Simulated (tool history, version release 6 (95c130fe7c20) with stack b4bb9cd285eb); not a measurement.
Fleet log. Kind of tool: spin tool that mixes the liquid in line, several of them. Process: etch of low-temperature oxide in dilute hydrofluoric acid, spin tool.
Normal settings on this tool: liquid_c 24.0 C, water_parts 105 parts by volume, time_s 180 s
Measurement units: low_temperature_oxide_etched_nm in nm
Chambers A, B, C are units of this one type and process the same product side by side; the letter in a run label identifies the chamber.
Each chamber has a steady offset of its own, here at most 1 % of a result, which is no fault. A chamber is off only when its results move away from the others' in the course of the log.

run,hour,liquid_c,water_parts,time_s,"read-back film thickness of the low-temperature oxide reference wafer, read on the same gauge (nm)",low_temperature_oxide_etched_nm
1C,10.5,24.0,105,180,120.01,39.342
2B,19.0,24.0,105,180,120.00,39.081
3A,30.8,24.0,105,180,120.01,39.592
4B,38.3,24.0,105,180,120.01,39.292
5A,51.7,24.0,105,145,120.00,31.696
6C,63.8,24.0,105,145,120.00,31.771
7C,70.4,24.0,105,145,120.00,31.815
8A,84.4,24.0,105,250,120.01,54.890
9B,95.7,24.0,105,250,120.00,54.275
10C,106.4,24.0,105,250,119.97,54.832
11A,116.0,24.0,105,180,119.99,39.610
12B,123.2,24.0,105,180,120.01,38.927
13C,136.8,24.0,105,180,120.00,39.337
14B,149.1,24.0,105,180,120.00,38.649
15A,161.6,24.0,105,180,119.99,39.675
16A,168.2,24.0,105,180,120.02,39.613
17B,181.7,24.0,105,180,120.01,38.470
18C,193.9,24.0,105,180,119.97,39.344
19C,201.9,24.0,105,180,119.99,39.294
20B,209.5,24.0,140,180,120.01,27.334
21A,220.3,24.0,140,180,120.00,28.384
22B,233.0,24.0,140,180,120.00,27.323
23C,243.0,24.0,105,180,119.99,39.436
24A,255.1,24.0,105,180,120.00,39.387
25B,263.0,27.0,105,180,120.01,42.454
26C,275.1,27.0,105,180,120.02,44.509

Which is it: a chamber that has drifted or been left off by a service, a gauge drift common to all chambers, or only each chamber's usual small offset? If a chamber is off, name it and its likeliest cause.

It is chamber B that slowly wanders off from its peers.
Cause: hydrofluoric acid flow below the setpoint (%) = 3.75.
The log might look much the same if the cause were instead: liquid colder than its thermometer reads (K).

Which of the 4 candidates below, each the usual settings with something changed and its results left as question marks, puts chamber B back in line with what the other chambers give on the usual settings?
In line here means within this much of the mean the other chambers give on the usual settings: low_temperature_oxide_etched_nm 0.470 nm
27B-1,285.5,24.0,105,190,,?
27B-2,285.5,24.5,105,180,,?
27B-3,285.5,23.5,105,180,,?
27B-4,285.5,24.0,110,180,,?

What the other chambers average on the usual settings: low_temperature_oxide_etched_nm 39.487 nm
run,low_temperature_oxide_etched_nm
27B-1,39.715
27B-2,38.356
27B-3,36.905
27B-4,35.667
Change 27B-1 lands the chamber within the allowed miss of the other chambers.

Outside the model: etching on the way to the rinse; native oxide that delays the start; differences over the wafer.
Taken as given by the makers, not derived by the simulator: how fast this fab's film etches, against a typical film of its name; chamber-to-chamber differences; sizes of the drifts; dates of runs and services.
